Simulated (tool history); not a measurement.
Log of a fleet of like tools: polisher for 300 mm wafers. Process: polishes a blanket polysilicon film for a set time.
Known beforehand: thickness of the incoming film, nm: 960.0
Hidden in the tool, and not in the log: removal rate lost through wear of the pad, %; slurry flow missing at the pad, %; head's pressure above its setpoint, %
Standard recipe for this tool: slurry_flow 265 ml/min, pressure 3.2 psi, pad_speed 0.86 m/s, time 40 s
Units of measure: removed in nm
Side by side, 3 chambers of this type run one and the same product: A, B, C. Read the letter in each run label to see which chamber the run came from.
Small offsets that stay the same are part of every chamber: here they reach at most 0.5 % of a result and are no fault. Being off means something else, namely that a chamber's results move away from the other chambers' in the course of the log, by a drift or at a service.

run,hour,slurry_flow,pressure,pad_speed,time,wafers polished on this pad,hours since the slurry nozzle was cleaned,hours since the head pressure was calibrated,removed
1A,4.4,265,3.2,0.86,40,242,147.4,363.7,382.19
# hour 5.0: chamber B: worn pad replaced by a new one
2C,7.7,265,3.2,0.86,40,448,687.8,1020.8,380.97
3B,10.8,265,3.2,0.86,40,107,308.3,121.1,387.36
4B,14.8,265,3.2,0.86,40,182,312.3,125.1,373.55
5A,19.3,265,3.2,0.86,40,518,162.3,378.6,384.76
6C,24.0,265,3.2,0.86,40,749,704.1,1037.1,372.56
7C,27.0,265,3.2,0.86,40,805,707.1,1040.1,373.94
8B,30.4,265,3.2,0.86,40,470,327.9,140.7,373.64
# hour 30.6: chamber A: worn pad replaced by a new one
9A,34.3,265,3.2,0.86,40,69,177.3,393.6,374.72
10C,39.1,265,3.2,0.86,40,1029,719.2,1052.2,381.34
11A,44.1,265,3.2,0.86,40,250,187.1,403.4,370.20
12B,46.5,265,3.2,0.86,40,768,344.0,156.8,380.73
13C,51.0,265,3.2,0.86,40,1249,731.1,1064.1,376.45
14A,54.9,265,3.2,0.86,40,450,197.9,414.2,371.97
15B,59.0,265,3.2,0.86,40,1000,356.5,169.3,381.77
16C,62.4,335,3.2,0.86,40,1460,742.5,1075.5,385.85
17B,65.6,335,3.2,0.86,40,1122,363.1,175.9,381.76
# hour 67.2: chamber A: worn pad replaced by a new one
# hour 68.1: chamber C: worn pad replaced by a new one
18A,68.3,335,3.2,0.86,40,20,211.3,427.6,384.49
19A,72.6,265,3.2,0.86,40,100,215.6,431.9,366.26
20C,75.9,265,3.2,0.86,40,146,756.0,1089.0,378.17
# hour 76.4: chamber B: worn pad replaced by a new one
21B,79.4,265,2.8,0.72,40,57,376.9,189.7,277.53
22A,83.6,265,2.8,0.72,40,303,226.6,442.9,278.96
# hour 85.3: chamber C: head pressure recalibrated
23B,86.6,265,2.8,0.72,40,190,384.1,196.9,280.01
24C,89.4,225,3.2,0.86,40,395,769.5,4.1,371.54
25B,91.9,225,3.2,0.86,40,288,389.4,202.2,379.31
26C,95.7,225,3.2,0.86,40,512,775.8,10.4,381.06
27A,100.8,265,3.2,0.86,40,622,243.8,460.1,379.19
28A,103.5,265,3.2,0.86,40,672,246.5,462.8,374.92

Next, every chamber runs the same settings. What will each give?
29A,107.3,265,3.2,0.98,40,,,,?
29B,107.3,265,3.2,0.98,40,,,,?
29C,107.3,265,3.2,0.98,40,,,,?

run,removed
29A,435.01
29B,431.63
29C,431.30
